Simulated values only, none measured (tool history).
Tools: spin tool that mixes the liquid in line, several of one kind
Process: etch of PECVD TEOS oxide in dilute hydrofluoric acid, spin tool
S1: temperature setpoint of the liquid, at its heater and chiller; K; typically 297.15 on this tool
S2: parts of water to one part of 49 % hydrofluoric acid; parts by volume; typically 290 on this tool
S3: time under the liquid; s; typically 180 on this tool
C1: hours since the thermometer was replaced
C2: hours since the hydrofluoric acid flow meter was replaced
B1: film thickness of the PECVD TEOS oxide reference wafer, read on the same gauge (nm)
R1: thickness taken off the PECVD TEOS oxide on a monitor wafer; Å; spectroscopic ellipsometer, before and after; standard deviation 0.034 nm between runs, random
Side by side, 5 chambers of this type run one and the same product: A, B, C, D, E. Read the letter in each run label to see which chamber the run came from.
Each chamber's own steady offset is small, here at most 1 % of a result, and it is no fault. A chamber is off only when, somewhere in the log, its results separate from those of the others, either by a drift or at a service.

run	hour	S1	S2	S3	C1	C2	B1	R1
1C	8.5	297.15	290	180	172.1	94.4	50.000	42.972
2A	19.5	297.15	290	180	415.8	1168.0	50.053	43.104
3E	26.2	297.15	290	180	426.6	1275.7	49.961	42.774
4D	35.6	297.15	290	180	538.4	1532.5	50.000	42.803
5B	42.0	297.15	290	180	1902.8	2023.1	50.041	42.919
6D	51.1	297.15	290	180	553.9	1548.0	49.974	43.051
7B	57.0	297.15	290	180	1917.8	2038.1	49.998	42.144
8A	68.1	292.15	290	180	464.4	1216.6	50.014	35.395
9E	77.9	292.15	290	180	478.3	1327.4	49.975	35.603
10C	84.1	292.15	290	180	247.7	170.0	49.957	36.266
11B	93.0	292.15	290	180	1953.8	2074.1	50.053	35.659
12E	103.6	292.15	290	180	504.0	1353.1	49.934	35.620
13C	116.7	297.15	290	180	280.3	202.6	49.918	42.835
14D	128.1	297.15	290	180	630.9	1625.0	50.016	42.804
15A	137.2	297.15	290	180	533.5	1285.7	50.023	43.620
16E	147.2	297.15	290	180	547.6	1396.7	49.988	42.072
17D	157.0	297.15	345	215	659.8	1653.9	49.955	40.090
18A	163.5	297.15	345	215	559.8	1312.0	50.076	40.673
19C	171.7	297.15	345	215	335.3	257.6	49.988	40.391
20B	181.8	297.15	345	215	2042.6	2162.9	50.022	40.274
21B	187.9	297.15	345	215	2048.7	2169.0	49.972	41.071
# hour 188.1: chamber D: thermometer replaced
22A	199.3	297.15	290	180	595.6	1347.8	50.019	42.408
23C	211.5	297.15	290	180	375.1	297.4	50.060	42.878
24E	217.4	297.15	290	180	617.8	1466.9	49.959	41.705
# hour 217.7: chamber B: hydrofluoric acid flow meter replaced
25D	223.3	297.15	290	180	35.2	1720.2	50.007	42.913
26B	232.5	297.15	290	180	2093.3	14.8	50.002	42.655
27A	238.4	297.15	290	180	634.7	1386.9	50.022	42.289
28C	245.8	297.15	290	180	409.4	331.7	49.964	43.180
29E	253.8	297.15	290	180	654.2	1503.3	50.018	40.697
30D	263.8	297.15	290	180	75.7	1760.7	49.978	42.812
31E	271.4	297.15	290	180	671.8	1520.9	49.979	40.656
32C	278.2	297.15	290	180	441.8	364.1	50.030	42.565
33B	286.7	297.15	290	180	2147.5	69.0	50.028	42.957
34A	295.1	297.15	290	180	691.4	1443.6	49.957	43.742

The same settings go to every chamber for the next run, one line per chamber below. Forecast the results for each:
35A	304.5	297.15	290	180				?
35B	304.5	297.15	290	180				?
35C	304.5	297.15	290	180				?
35D	304.5	297.15	290	180				?
35E	304.5	297.15	290	180				?

run	R1
35A	42.864
35B	42.875
35C	42.438
35D	42.769
35E	39.917
